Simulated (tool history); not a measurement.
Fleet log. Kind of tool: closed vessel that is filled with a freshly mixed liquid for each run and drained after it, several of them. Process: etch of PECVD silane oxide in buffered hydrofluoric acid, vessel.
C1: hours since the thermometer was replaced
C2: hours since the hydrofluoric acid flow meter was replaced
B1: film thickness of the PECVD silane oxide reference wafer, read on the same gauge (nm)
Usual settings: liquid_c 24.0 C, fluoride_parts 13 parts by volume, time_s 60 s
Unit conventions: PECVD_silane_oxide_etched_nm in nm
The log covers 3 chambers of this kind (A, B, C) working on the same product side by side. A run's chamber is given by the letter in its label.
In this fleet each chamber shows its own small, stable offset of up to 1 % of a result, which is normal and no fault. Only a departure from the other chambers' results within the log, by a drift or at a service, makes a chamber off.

run 1B hour=8.0 | liquid_c=24.0 fluoride_parts=13 time_s=60 | C1=274.6 C2=1123.4 | B1=90.009 | PECVD_silane_oxide_etched_nm=124.670
run 2A hour=12.7 | liquid_c=24.0 fluoride_parts=13 time_s=60 | C1=1486.5 C2=677.6 | B1=89.992 | PECVD_silane_oxide_etched_nm=123.830
run 3C hour=16.9 | liquid_c=24.0 fluoride_parts=13 time_s=60 | C1=424.9 C2=214.8 | B1=90.025 | PECVD_silane_oxide_etched_nm=125.620
run 4B hour=25.0 | liquid_c=24.0 fluoride_parts=13 time_s=60 | C1=291.6 C2=1140.4 | B1=89.999 | PECVD_silane_oxide_etched_nm=123.690
-- hour=29.4 chamber B: hydrofluoric acid flow meter replaced
run 5C hour=29.8 | liquid_c=24.0 fluoride_parts=13 time_s=60 | C1=437.8 C2=227.7 | B1=90.006 | PECVD_silane_oxide_etched_nm=125.600
run 6A hour=37.5 | liquid_c=24.0 fluoride_parts=13 time_s=60 | C1=1511.3 C2=702.4 | B1=89.982 | PECVD_silane_oxide_etched_nm=124.330
run 7A hour=43.9 | liquid_c=24.0 fluoride_parts=13 time_s=60 | C1=1517.7 C2=708.8 | B1=89.990 | PECVD_silane_oxide_etched_nm=124.400
run 8B hour=49.4 | liquid_c=24.0 fluoride_parts=13 time_s=60 | C1=316.0 C2=20.1 | B1=89.995 | PECVD_silane_oxide_etched_nm=125.940
run 9C hour=57.7 | liquid_c=24.0 fluoride_parts=13 time_s=60 | C1=465.7 C2=255.6 | B1=89.990 | PECVD_silane_oxide_etched_nm=124.640
run 10B hour=63.4 | liquid_c=24.0 fluoride_parts=13 time_s=60 | C1=330.0 C2=34.1 | B1=89.990 | PECVD_silane_oxide_etched_nm=124.800
run 11C hour=71.1 | liquid_c=24.0 fluoride_parts=13 time_s=60 | C1=479.1 C2=269.0 | B1=89.986 | PECVD_silane_oxide_etched_nm=125.150
run 12A hour=79.4 | liquid_c=24.0 fluoride_parts=13 time_s=60 | C1=1553.2 C2=744.3 | B1=89.998 | PECVD_silane_oxide_etched_nm=124.400
run 13B hour=85.8 | liquid_c=24.0 fluoride_parts=13 time_s=60 | C1=352.4 C2=56.5 | B1=89.983 | PECVD_silane_oxide_etched_nm=124.560
run 14C hour=93.6 | liquid_c=24.0 fluoride_parts=13 time_s=60 | C1=501.6 C2=291.5 | B1=89.975 | PECVD_silane_oxide_etched_nm=124.820
run 15A hour=97.9 | liquid_c=27.0 fluoride_parts=13 time_s=60 | C1=1571.7 C2=762.8 | B1=90.007 | PECVD_silane_oxide_etched_nm=147.130
run 16C hour=106.3 | liquid_c=27.0 fluoride_parts=13 time_s=60 | C1=514.3 C2=304.2 | B1=90.005 | PECVD_silane_oxide_etched_nm=147.060
run 17A hour=113.3 | liquid_c=27.0 fluoride_parts=13 time_s=60 | C1=1587.1 C2=778.2 | B1=89.989 | PECVD_silane_oxide_etched_nm=147.400
run 18B hour=119.1 | liquid_c=24.0 fluoride_parts=13 time_s=60 | C1=385.7 C2=89.8 | B1=90.000 | PECVD_silane_oxide_etched_nm=122.320
run 19C hour=126.6 | liquid_c=24.0 fluoride_parts=13 time_s=60 | C1=534.6 C2=324.5 | B1=90.006 | PECVD_silane_oxide_etched_nm=126.800
run 20B hour=133.8 | liquid_c=24.0 fluoride_parts=13 time_s=60 | C1=400.4 C2=104.5 | B1=89.994 | PECVD_silane_oxide_etched_nm=121.530
run 21A hour=138.7 | liquid_c=24.0 fluoride_parts=13 time_s=60 | C1=1612.5 C2=803.6 | B1=90.010 | PECVD_silane_oxide_etched_nm=124.740
run 22B hour=146.7 | liquid_c=24.0 fluoride_parts=13 time_s=60 | C1=413.3 C2=117.4 | B1=90.002 | PECVD_silane_oxide_etched_nm=121.490
run 23A hour=151.2 | liquid_c=24.0 fluoride_parts=13 time_s=60 | C1=1625.0 C2=816.1 | B1=89.997 | PECVD_silane_oxide_etched_nm=124.750
run 24C hour=159.1 | liquid_c=24.0 fluoride_parts=13 time_s=75 | C1=567.1 C2=357.0 | B1=90.010 | PECVD_silane_oxide_etched_nm=155.570
run 25A hour=163.3 | liquid_c=24.0 fluoride_parts=13 time_s=75 | C1=1637.1 C2=828.2 | B1=89.991 | PECVD_silane_oxide_etched_nm=156.300
run 26B hour=171.1 | liquid_c=24.0 fluoride_parts=13 time_s=75 | C1=437.7 C2=141.8 | B1=89.989 | PECVD_silane_oxide_etched_nm=148.220
run 27C hour=179.5 | liquid_c=24.0 fluoride_parts=13 time_s=60 | C1=587.5 C2=377.4 | B1=89.978 | PECVD_silane_oxide_etched_nm=125.080
run 28B hour=184.0 | liquid_c=24.0 fluoride_parts=13 time_s=60 | C1=450.6 C2=154.7 | B1=89.990 | PECVD_silane_oxide_etched_nm=117.770
run 29C hour=190.3 | liquid_c=24.0 fluoride_parts=13 time_s=60 | C1=598.3 C2=388.2 | B1=90.007 | PECVD_silane_oxide_etched_nm=125.280
run 30A hour=196.6 | liquid_c=21.5 fluoride_parts=15 time_s=60 | C1=1670.4 C2=861.5 | B1=89.969 | PECVD_silane_oxide_etched_nm=94.437
run 31A hour=201.0 | liquid_c=21.5 fluoride_parts=15 time_s=60 | C1=1674.8 C2=865.9 | B1=89.990 | PECVD_silane_oxide_etched_nm=94.325
run 32B hour=206.9 | liquid_c=21.5 fluoride_parts=15 time_s=60 | C1=473.5 C2=177.6 | B1=90.000 | PECVD_silane_oxide_etched_nm=89.187
run 33C hour=215.4 | liquid_c=24.0 fluoride_parts=13 time_s=60 | C1=623.4 C2=413.3 | B1=89.977 | PECVD_silane_oxide_etched_nm=125.100

Read the log: is a single chamber off, either drifting away or since a service, is the gauge that measures every chamber drifting, or is nothing wrong beyond small per-chamber offsets? Name any odd chamber and what most likely caused it.

It is chamber B that slowly wanders off from its peers.
What lies behind it: liquid colder than its thermometer reads (K) = 1.32.
Not necessarily distinguishable in this log from: hydrofluoric acid flow below the setpoint (%).

Below are 4 candidate recipes for chamber B's next run, each the usual settings with a change, their results shown as question marks. Which of them brings B's results back in line with what the other chambers give on the usual settings?
To be in line, a result may differ from the other chambers' mean on the usual settings by at most: PECVD_silane_oxide_etched_nm 2.500 nm
run 34B-1 hour=221.6 | liquid_c=24.5 fluoride_parts=12.5 time_s=60 | PECVD_silane_oxide_etched_nm=?
run 34B-2 hour=221.6 | liquid_c=23.5 fluoride_parts=13.5 time_s=60 | PECVD_silane_oxide_etched_nm=?
run 34B-3 hour=221.6 | liquid_c=23.5 fluoride_parts=13.0 time_s=60 | PECVD_silane_oxide_etched_nm=?
run 34B-4 hour=221.6 | liquid_c=24.0 fluoride_parts=12.5 time_s=60 | PECVD_silane_oxide_etched_nm=?

Average result of the remaining chambers running the usual settings: PECVD_silane_oxide_etched_nm 124.990 nm
run=34B-1 PECVD_silane_oxide_etched_nm=124.840
run=34B-2 PECVD_silane_oxide_etched_nm=109.540
run=34B-3 PECVD_silane_oxide_etched_nm=113.680
run=34B-4 PECVD_silane_oxide_etched_nm=121.460
34B-1 puts the chamber back in line with the other chambers.
